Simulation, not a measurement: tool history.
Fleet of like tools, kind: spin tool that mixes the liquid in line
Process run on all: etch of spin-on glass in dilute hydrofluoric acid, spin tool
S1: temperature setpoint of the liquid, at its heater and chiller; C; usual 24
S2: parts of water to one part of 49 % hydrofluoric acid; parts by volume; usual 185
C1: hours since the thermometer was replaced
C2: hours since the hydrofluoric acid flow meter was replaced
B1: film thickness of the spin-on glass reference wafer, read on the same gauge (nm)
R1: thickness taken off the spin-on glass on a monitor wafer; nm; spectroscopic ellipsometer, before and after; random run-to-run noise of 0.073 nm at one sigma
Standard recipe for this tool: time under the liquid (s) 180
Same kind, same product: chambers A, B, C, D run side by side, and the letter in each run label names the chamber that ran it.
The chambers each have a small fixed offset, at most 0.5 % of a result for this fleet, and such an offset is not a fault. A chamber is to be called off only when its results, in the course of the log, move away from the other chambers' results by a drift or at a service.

{"run": "1A", "day": 0.2, "S1": 24, "S2": 185, "time under the liquid (s)": 180, "C1": 289.9, "C2": 415.7, "B1": 70.027, "R1": 18.029}
{"run": "2C", "day": 0.525, "S1": 24, "S2": 185, "time under the liquid (s)": 180, "C1": 1120.7, "C2": 584.0, "B1": 70.01, "R1": 18.367}
{"run": "3B", "day": 0.842, "S1": 24, "S2": 185, "time under the liquid (s)": 180, "C1": 581.0, "C2": 527.9, "B1": 69.987, "R1": 18.424}
{"run": "4D", "day": 1.108, "S1": 24, "S2": 185, "time under the liquid (s)": 180, "C1": 1242.7, "C2": 638.2, "B1": 69.956, "R1": 18.351}
{"run": "5A", "day": 1.45, "S1": 24, "S2": 185, "time under the liquid (s)": 180, "C1": 319.9, "C2": 445.7, "B1": 70.006, "R1": 18.297}
{"run": "6C", "day": 1.717, "S1": 24, "S2": 185, "time under the liquid (s)": 180, "C1": 1149.3, "C2": 612.6, "B1": 69.988, "R1": 18.368}
{"run": "7D", "day": 2.05, "S1": 24, "S2": 185, "time under the liquid (s)": 180, "C1": 1265.3, "C2": 660.8, "B1": 70.027, "R1": 18.366}
{"run": "8B", "day": 2.288, "S1": 24, "S2": 185, "time under the liquid (s)": 180, "C1": 615.7, "C2": 562.6, "B1": 70.033, "R1": 18.311}
{"run": "9A", "day": 2.633, "S1": 24, "S2": 185, "time under the liquid (s)": 180, "C1": 348.3, "C2": 474.1, "B1": 70.038, "R1": 18.281}
{"run": "10B", "day": 2.871, "S1": 24, "S2": 185, "time under the liquid (s)": 180, "C1": 629.7, "C2": 576.6, "B1": 70.0, "R1": 18.31}
{"run": "11D", "day": 3.112, "S1": 24, "S2": 185, "time under the liquid (s)": 180, "C1": 1290.8, "C2": 686.3, "B1": 70.003, "R1": 18.28}
{"run": "12C", "day": 3.362, "S1": 24, "S2": 185, "time under the liquid (s)": 180, "C1": 1188.8, "C2": 652.1, "B1": 69.989, "R1": 18.304}
{"run": "13D", "day": 3.562, "S1": 24, "S2": 185, "time under the liquid (s)": 180, "C1": 1301.6, "C2": 697.1, "B1": 70.04, "R1": 18.378}
{"run": "14A", "day": 3.833, "S1": 24, "S2": 185, "time under the liquid (s)": 180, "C1": 377.1, "C2": 502.9, "B1": 69.987, "R1": 18.097}
{"day": 4.096, "done": "chamber C: thermometer replaced"}
{"run": "15B", "day": 4.171, "S1": 24, "S2": 185, "time under the liquid (s)": 180, "C1": 660.9, "C2": 607.8, "B1": 69.984, "R1": 18.407}
{"run": "16C", "day": 4.4, "S1": 24, "S2": 185, "time under the liquid (s)": 180, "C1": 7.3, "C2": 677.0, "B1": 69.974, "R1": 18.35}
{"run": "17A", "day": 4.625, "S1": 24, "S2": 185, "time under the liquid (s)": 180, "C1": 396.1, "C2": 521.9, "B1": 70.013, "R1": 18.28}
{"run": "18D", "day": 4.846, "S1": 24, "S2": 185, "time under the liquid (s)": 180, "C1": 1332.4, "C2": 727.9, "B1": 70.011, "R1": 18.343}
{"run": "19C", "day": 5.138, "S1": 24, "S2": 185, "time under the liquid (s)": 180, "C1": 25.0, "C2": 694.7, "B1": 69.99, "R1": 18.376}
{"run": "20B", "day": 5.442, "S1": 24, "S2": 185, "time under the liquid (s)": 180, "C1": 691.4, "C2": 638.3, "B1": 69.953, "R1": 18.311}
{"run": "21B", "day": 5.596, "S1": 24, "S2": 185, "time under the liquid (s)": 180, "C1": 695.1, "C2": 642.0, "B1": 70.011, "R1": 18.132}
{"run": "22A", "day": 5.958, "S1": 24, "S2": 185, "time under the liquid (s)": 180, "C1": 428.1, "C2": 553.9, "B1": 70.03, "R1": 18.109}
{"run": "23D", "day": 6.317, "S1": 19, "S2": 185, "time under the liquid (s)": 80, "C1": 1367.7, "C2": 763.2, "B1": 69.998, "R1": 6.7214}
{"run": "24C", "day": 6.579, "S1": 19, "S2": 185, "time under the liquid (s)": 80, "C1": 59.6, "C2": 729.3, "B1": 70.0, "R1": 6.7434}
{"run": "25D", "day": 6.921, "S1": 19, "S2": 185, "time under the liquid (s)": 80, "C1": 1382.2, "C2": 777.7, "B1": 70.023, "R1": 6.7814}
{"run": "26C", "day": 7.096, "S1": 19, "S2": 185, "time under the liquid (s)": 80, "C1": 72.0, "C2": 741.7, "B1": 69.988, "R1": 6.7423}
{"run": "27A", "day": 7.329, "S1": 24, "S2": 185, "time under the liquid (s)": 180, "C1": 461.0, "C2": 586.8, "B1": 70.006, "R1": 18.204}
{"run": "28B", "day": 7.533, "S1": 24, "S2": 185, "time under the liquid (s)": 180, "C1": 741.6, "C2": 688.5, "B1": 69.99, "R1": 18.336}
{"run": "29B", "day": 7.767, "S1": 24, "S2": 185, "time under the liquid (s)": 100, "C1": 747.2, "C2": 694.1, "B1": 69.978, "R1": 10.159}
{"run": "30A", "day": 8.008, "S1": 24, "S2": 185, "time under the liquid (s)": 100, "C1": 477.3, "C2": 603.1, "B1": 70.019, "R1": 10.067}
{"run": "31C", "day": 8.229, "S1": 24, "S2": 185, "time under the liquid (s)": 100, "C1": 99.2, "C2": 768.9, "B1": 70.023, "R1": 10.229}

Is one chamber off against the others, does the gauge drift, or is nothing wrong? If a chamber is off, say which, and what the likeliest cause is.

No chamber stands off beyond its own small offset, and the gauge holds steady.
